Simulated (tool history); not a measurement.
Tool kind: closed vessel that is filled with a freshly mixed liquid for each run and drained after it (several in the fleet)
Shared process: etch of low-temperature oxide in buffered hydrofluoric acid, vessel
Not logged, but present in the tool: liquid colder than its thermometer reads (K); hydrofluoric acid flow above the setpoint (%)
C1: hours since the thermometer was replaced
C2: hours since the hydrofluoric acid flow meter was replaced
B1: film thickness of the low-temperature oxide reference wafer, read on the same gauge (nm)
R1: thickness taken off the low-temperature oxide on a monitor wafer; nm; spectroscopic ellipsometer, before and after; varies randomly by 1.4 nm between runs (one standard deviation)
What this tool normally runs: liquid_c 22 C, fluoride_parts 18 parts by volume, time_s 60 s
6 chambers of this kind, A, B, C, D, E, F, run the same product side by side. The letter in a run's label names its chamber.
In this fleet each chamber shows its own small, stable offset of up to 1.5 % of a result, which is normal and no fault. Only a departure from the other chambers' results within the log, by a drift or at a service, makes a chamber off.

{"run": "1D", "hour": 4.9, "liquid_c": 22, "fluoride_parts": 18, "time_s": 60, "C1": 65.9, "C2": 110.4, "B1": 129.99, "R1": 162.7}
{"run": "2C", "hour": 7.9, "liquid_c": 22, "fluoride_parts": 18, "time_s": 60, "C1": 478.6, "C2": 270.4, "B1": 129.99, "R1": 163.19}
{"run": "3E", "hour": 11.5, "liquid_c": 22, "fluoride_parts": 18, "time_s": 60, "C1": 2053.3, "C2": 807.9, "B1": 130, "R1": 164.66}
{"run": "4F", "hour": 17.8, "liquid_c": 22, "fluoride_parts": 18, "time_s": 60, "C1": 193.7, "C2": 721.8, "B1": 130.03, "R1": 165.21}
{"run": "5B", "hour": 24.0, "liquid_c": 22, "fluoride_parts": 18, "time_s": 60, "C1": 2003, "C2": 1627.3, "B1": 129.97, "R1": 163.37}
{"run": "6A", "hour": 28.1, "liquid_c": 22, "fluoride_parts": 18, "time_s": 60, "C1": 41.5, "C2": 2214.8, "B1": 129.96, "R1": 164.05}
{"hour": 30.3, "done": "chamber B: thermometer replaced"}
{"run": "7B", "hour": 31.1, "liquid_c": 22, "fluoride_parts": 18, "time_s": 60, "C1": 0.8, "C2": 1634.4, "B1": 130, "R1": 162.41}
{"run": "8C", "hour": 36.6, "liquid_c": 22, "fluoride_parts": 18, "time_s": 60, "C1": 507.3, "C2": 299.1, "B1": 130.03, "R1": 166.29}
{"run": "9A", "hour": 41.1, "liquid_c": 22, "fluoride_parts": 18, "time_s": 75, "C1": 54.5, "C2": 2227.8, "B1": 130.05, "R1": 207.8}
{"run": "10E", "hour": 46.7, "liquid_c": 22, "fluoride_parts": 18, "time_s": 75, "C1": 2088.5, "C2": 843.1, "B1": 130.01, "R1": 206.5}
{"run": "11F", "hour": 52.8, "liquid_c": 22, "fluoride_parts": 18, "time_s": 75, "C1": 228.7, "C2": 756.8, "B1": 129.99, "R1": 205.96}
{"run": "12D", "hour": 57.6, "liquid_c": 22, "fluoride_parts": 18, "time_s": 75, "C1": 118.6, "C2": 163.1, "B1": 129.95, "R1": 207.45}
{"run": "13E", "hour": 61.0, "liquid_c": 22, "fluoride_parts": 18, "time_s": 75, "C1": 2102.8, "C2": 857.4, "B1": 129.99, "R1": 203.94}
{"run": "14C", "hour": 65.9, "liquid_c": 22, "fluoride_parts": 18, "time_s": 75, "C1": 536.6, "C2": 328.4, "B1": 130.01, "R1": 202.14}
{"run": "15A", "hour": 69.5, "liquid_c": 22, "fluoride_parts": 14.5, "time_s": 60, "C1": 82.9, "C2": 2256.2, "B1": 129.99, "R1": 204.5}
{"run": "16F", "hour": 74.3, "liquid_c": 22, "fluoride_parts": 14.5, "time_s": 60, "C1": 250.2, "C2": 778.3, "B1": 129.98, "R1": 202.61}
{"run": "17D", "hour": 80.7, "liquid_c": 22, "fluoride_parts": 14.5, "time_s": 60, "C1": 141.7, "C2": 186.2, "B1": 130.04, "R1": 199.64}
{"run": "18B", "hour": 86.2, "liquid_c": 22, "fluoride_parts": 14.5, "time_s": 60, "C1": 55.9, "C2": 1689.5, "B1": 129.99, "R1": 201.97}
{"run": "19D", "hour": 92.8, "liquid_c": 22, "fluoride_parts": 14.5, "time_s": 60, "C1": 153.8, "C2": 198.3, "B1": 129.99, "R1": 205.36}
{"run": "20E", "hour": 99.4, "liquid_c": 22, "fluoride_parts": 14.5, "time_s": 60, "C1": 2141.2, "C2": 895.8, "B1": 130, "R1": 199.57}
{"run": "21C", "hour": 105.3, "liquid_c": 22, "fluoride_parts": 18, "time_s": 60, "C1": 576, "C2": 367.8, "B1": 129.96, "R1": 158.59}
{"run": "22A", "hour": 111.5, "liquid_c": 22, "fluoride_parts": 18, "time_s": 60, "C1": 124.9, "C2": 2298.2, "B1": 130.06, "R1": 165.48}
{"run": "23B", "hour": 115.3, "liquid_c": 22, "fluoride_parts": 18, "time_s": 60, "C1": 85, "C2": 1718.6, "B1": 129.94, "R1": 165.59}
{"run": "24F", "hour": 122.1, "liquid_c": 22, "fluoride_parts": 15, "time_s": 75, "C1": 298, "C2": 826.1, "B1": 129.96, "R1": 248.27}
{"run": "25F", "hour": 125.3, "liquid_c": 22, "fluoride_parts": 15, "time_s": 75, "C1": 301.2, "C2": 829.3, "B1": 129.98, "R1": 247.74}
{"run": "26B", "hour": 129.9, "liquid_c": 22, "fluoride_parts": 15, "time_s": 75, "C1": 99.6, "C2": 1733.2, "B1": 130.04, "R1": 247.38}
{"run": "27A", "hour": 134.5, "liquid_c": 22, "fluoride_parts": 15, "time_s": 75, "C1": 147.9, "C2": 2321.2, "B1": 130, "R1": 249.37}
{"run": "28D", "hour": 139.3, "liquid_c": 22, "fluoride_parts": 15, "time_s": 75, "C1": 200.3, "C2": 244.8, "B1": 130.02, "R1": 242.74}
{"hour": 140.1, "done": "chamber E: hydrofluoric acid flow meter replaced"}
{"run": "29C", "hour": 145.3, "liquid_c": 22, "fluoride_parts": 15, "time_s": 75, "C1": 616, "C2": 407.8, "B1": 129.97, "R1": 241.14}
{"run": "30E", "hour": 151.1, "liquid_c": 22, "fluoride_parts": 18, "time_s": 60, "C1": 2192.9, "C2": 11, "B1": 129.97, "R1": 163.49}
{"run": "31E", "hour": 154.2, "liquid_c": 22, "fluoride_parts": 18, "time_s": 60, "C1": 2196, "C2": 14.1, "B1": 129.99, "R1": 165.17}
{"hour": 156.3, "done": "chamber F: hydrofluoric acid flow meter replaced"}
{"run": "32C", "hour": 160.3, "liquid_c": 22, "fluoride_parts": 18, "time_s": 60, "C1": 631, "C2": 422.8, "B1": 130.03, "R1": 158.52}
{"run": "33A", "hour": 165.2, "liquid_c": 22, "fluoride_parts": 18, "time_s": 60, "C1": 178.6, "C2": 2351.9, "B1": 130, "R1": 166.35}
{"run": "34F", "hour": 169.1, "liquid_c": 22, "fluoride_parts": 18, "time_s": 60, "C1": 345, "C2": 12.9, "B1": 130.02, "R1": 161.83}
{"run": "35D", "hour": 174.3, "liquid_c": 22, "fluoride_parts": 18, "time_s": 60, "C1": 235.3, "C2": 279.8, "B1": 130, "R1": 163.67}
{"run": "36B", "hour": 180.6, "liquid_c": 20, "fluoride_parts": 15, "time_s": 60, "C1": 150.3, "C2": 1783.9, "B1": 129.97, "R1": 178.12}
{"run": "37C", "hour": 185.6, "liquid_c": 20, "fluoride_parts": 15, "time_s": 60, "C1": 656.3, "C2": 448.1, "B1": 130.03, "R1": 167.53}
{"run": "38B", "hour": 190.9, "liquid_c": 20, "fluoride_parts": 15, "time_s": 60, "C1": 160.6, "C2": 1794.2, "B1": 130.02, "R1": 176.53}
{"hour": 191.2, "done": "chamber E: thermometer replaced"}
{"run": "39F", "hour": 197.1, "liquid_c": 20, "fluoride_parts": 15, "time_s": 60, "C1": 373, "C2": 40.9, "B1": 130.03, "R1": 179.33}
{"run": "40A", "hour": 200.7, "liquid_c": 20, "fluoride_parts": 15, "time_s": 60, "C1": 214.1, "C2": 2387.4, "B1": 130.07, "R1": 177.02}
{"run": "41D", "hour": 204.2, "liquid_c": 20, "fluoride_parts": 15, "time_s": 60, "C1": 265.2, "C2": 309.7, "B1": 130.03, "R1": 171.87}
{"run": "42E", "hour": 208.2, "liquid_c": 22, "fluoride_parts": 18, "time_s": 60, "C1": 17.1, "C2": 68.1, "B1": 129.97, "R1": 163.82}
{"run": "43D", "hour": 212.5, "liquid_c": 22, "fluoride_parts": 18, "time_s": 60, "C1": 273.5, "C2": 318, "B1": 130, "R1": 159.71}
{"run": "44A", "hour": 219.0, "liquid_c": 22, "fluoride_parts": 18, "time_s": 60, "C1": 232.4, "C2": 2405.7, "B1": 129.97, "R1": 167.55}

One chamber off, gauge drift, or nothing amiss beyond the chambers' own small offsets? If it is a chamber, which one, and what is the likeliest cause?

Little by little, chamber C moves away from the other chambers.
Cause: liquid colder than its thermometer reads (K) = 1.06.
Not necessarily distinguishable in this log from: hydrofluoric acid flow below the setpoint (%).

Which of the 4 candidates below, each the usual settings with something changed and its results left as question marks, puts chamber C back in line with what the other chambers give on the usual settings?
A result is in line if it is within this distance of the other chambers' mean on the usual settings: R1 5 nm
{"run": "45C-1", "hour": 223.9, "liquid_c": 22, "fluoride_parts": 17.5, "time_s": 65, "R1": "?"}
{"run": "45C-2", "hour": 223.9, "liquid_c": 20, "fluoride_parts": 18, "time_s": 60, "R1": "?"}
{"run": "45C-3", "hour": 223.9, "liquid_c": 22.5, "fluoride_parts": 17.5, "time_s": 60, "R1": "?"}
{"run": "45C-4", "hour": 223.9, "liquid_c": 22, "fluoride_parts": 19, "time_s": 60, "R1": "?"}

The mean the other chambers reach with the usual settings: R1 164.64 nm
run=45C-1 R1=173.96
run=45C-2 R1=139.59
run=45C-3 R1=165.11
run=45C-4 R1=148.08
45C-3 is the one that brings the chamber's results back in line with the other chambers.

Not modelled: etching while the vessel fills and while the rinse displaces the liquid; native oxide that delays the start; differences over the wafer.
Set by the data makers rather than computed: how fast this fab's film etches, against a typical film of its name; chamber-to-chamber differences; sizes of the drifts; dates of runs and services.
